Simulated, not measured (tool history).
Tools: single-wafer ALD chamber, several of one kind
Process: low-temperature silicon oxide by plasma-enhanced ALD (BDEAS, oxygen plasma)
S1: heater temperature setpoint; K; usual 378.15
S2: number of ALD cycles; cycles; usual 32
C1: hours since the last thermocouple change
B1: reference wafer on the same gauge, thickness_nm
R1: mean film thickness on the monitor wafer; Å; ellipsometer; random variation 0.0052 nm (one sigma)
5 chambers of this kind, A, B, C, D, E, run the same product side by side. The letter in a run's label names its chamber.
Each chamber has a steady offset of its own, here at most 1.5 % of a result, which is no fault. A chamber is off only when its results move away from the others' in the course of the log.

| run | hour | S1 | S2 | C1 | B1 | R1 |
|---|---|---|---|---|---|---|
| 1A | 5.0 | 378.15 | 32 | 470.9 | 4.6200 | 44.678 |
| 2E | 8.4 | 378.15 | 32 | 57.7 | 4.6187 | 45.553 |
| 3C | 11.8 | 378.15 | 32 | 887.3 | 4.6196 | 45.251 |
| 4D | 17.6 | 378.15 | 32 | 473.7 | 4.6179 | 45.335 |
| 5B | 22.4 | 386.15 | 38 | 2629.1 | 4.6171 | 53.628 |
| 6D | 29.3 | 386.15 | 38 | 485.4 | 4.6167 | 52.945 |
| 7A | 34.8 | 386.15 | 38 | 500.7 | 4.6164 | 52.225 |
| 8C | 38.2 | 386.15 | 38 | 913.7 | 4.6157 | 52.893 |
| 9E | 42.3 | 386.15 | 38 | 91.6 | 4.6158 | 53.333 |
| 10B | 47.0 | 392.15 | 32 | 2653.7 | 4.6143 | 44.703 |
| 11E | 50.9 | 392.15 | 32 | 100.2 | 4.6137 | 44.346 |
| 12C | 56.2 | 392.15 | 32 | 931.7 | 4.6147 | 43.989 |
| 13B | 60.3 | 392.15 | 32 | 2667.0 | 4.6148 | 44.723 |
| 14A | 65.0 | 392.15 | 32 | 530.9 | 4.6140 | 43.521 |
| 15D | 69.4 | 391.15 | 29 | 525.5 | 4.6143 | 39.995 |
| 16A | 73.6 | 391.15 | 29 | 539.5 | 4.6126 | 39.510 |
| 17C | 79.0 | 391.15 | 29 | 954.5 | 4.6122 | 39.980 |
| 18D | 84.2 | 391.15 | 29 | 540.3 | 4.6124 | 39.920 |
| 19B | 88.1 | 391.15 | 29 | 2694.8 | 4.6119 | 40.561 |
| 20E | 92.8 | 378.15 | 32 | 142.1 | 4.6118 | 45.503 |
| 21C | 100.0 | 378.15 | 32 | 975.5 | 4.6113 | 45.072 |
| 22A | 106.8 | 378.15 | 32 | 572.7 | 4.6106 | 44.580 |
| 23E | 110.7 | 372.15 | 27 | 160.0 | 4.6088 | 38.779 |
| 24D | 115.7 | 372.15 | 27 | 571.8 | 4.6091 | 38.525 |
| 25B | 119.4 | 372.15 | 27 | 2726.1 | 4.6089 | 39.064 |
| 26B | 125.4 | 372.15 | 27 | 2732.1 | 4.6065 | 39.109 |
| 27A | 129.8 | 372.15 | 27 | 595.7 | 4.6088 | 38.038 |
| 28E | 134.7 | 378.15 | 32 | 184.0 | 4.6065 | 45.335 |
| 29C | 141.3 | 378.15 | 32 | 1016.8 | 4.6061 | 45.108 |
| 30D | 145.5 | 378.15 | 32 | 601.6 | 4.6058 | 45.133 |
|  | 145.6 | chamber B: thermocouple changed; heater temperature recalibrated |
| 31A | 149.2 | 378.15 | 29 | 615.1 | 4.6061 | 40.324 |
| 32E | 155.0 | 378.15 | 29 | 204.3 | 4.6050 | 41.071 |
| 33B | 161.4 | 378.15 | 29 | 15.9 | 4.6040 | 41.424 |
| 34D | 167.3 | 378.15 | 29 | 623.4 | 4.6048 | 40.888 |
| 35C | 173.5 | 378.15 | 29 | 1049.0 | 4.6025 | 40.761 |
| 36C | 179.5 | 378.15 | 32 | 1055.0 | 4.6023 | 44.977 |
| 37E | 183.5 | 378.15 | 32 | 232.8 | 4.6036 | 45.296 |
| 38B | 190.1 | 378.15 | 32 | 44.6 | 4.6020 | 45.643 |
| 39A | 196.0 | 378.15 | 32 | 661.9 | 4.6012 | 44.495 |
| 40D | 201.0 | 378.15 | 32 | 657.1 | 4.6012 | 45.019 |
| 41D | 207.5 | 378.15 | 29 | 663.6 | 4.6006 | 40.803 |
| 42E | 213.9 | 378.15 | 29 | 263.2 | 4.5993 | 41.057 |
| 43B | 220.7 | 378.15 | 29 | 75.2 | 4.5991 | 41.341 |

Is one chamber off against the others, does the gauge drift, or is nothing wrong? If a chamber is off, say which, and what the likeliest cause is.

The gauge drifts, so all chambers seem to drift together. No chamber is off.
Cause: gauge reads low (%) = 0.471.
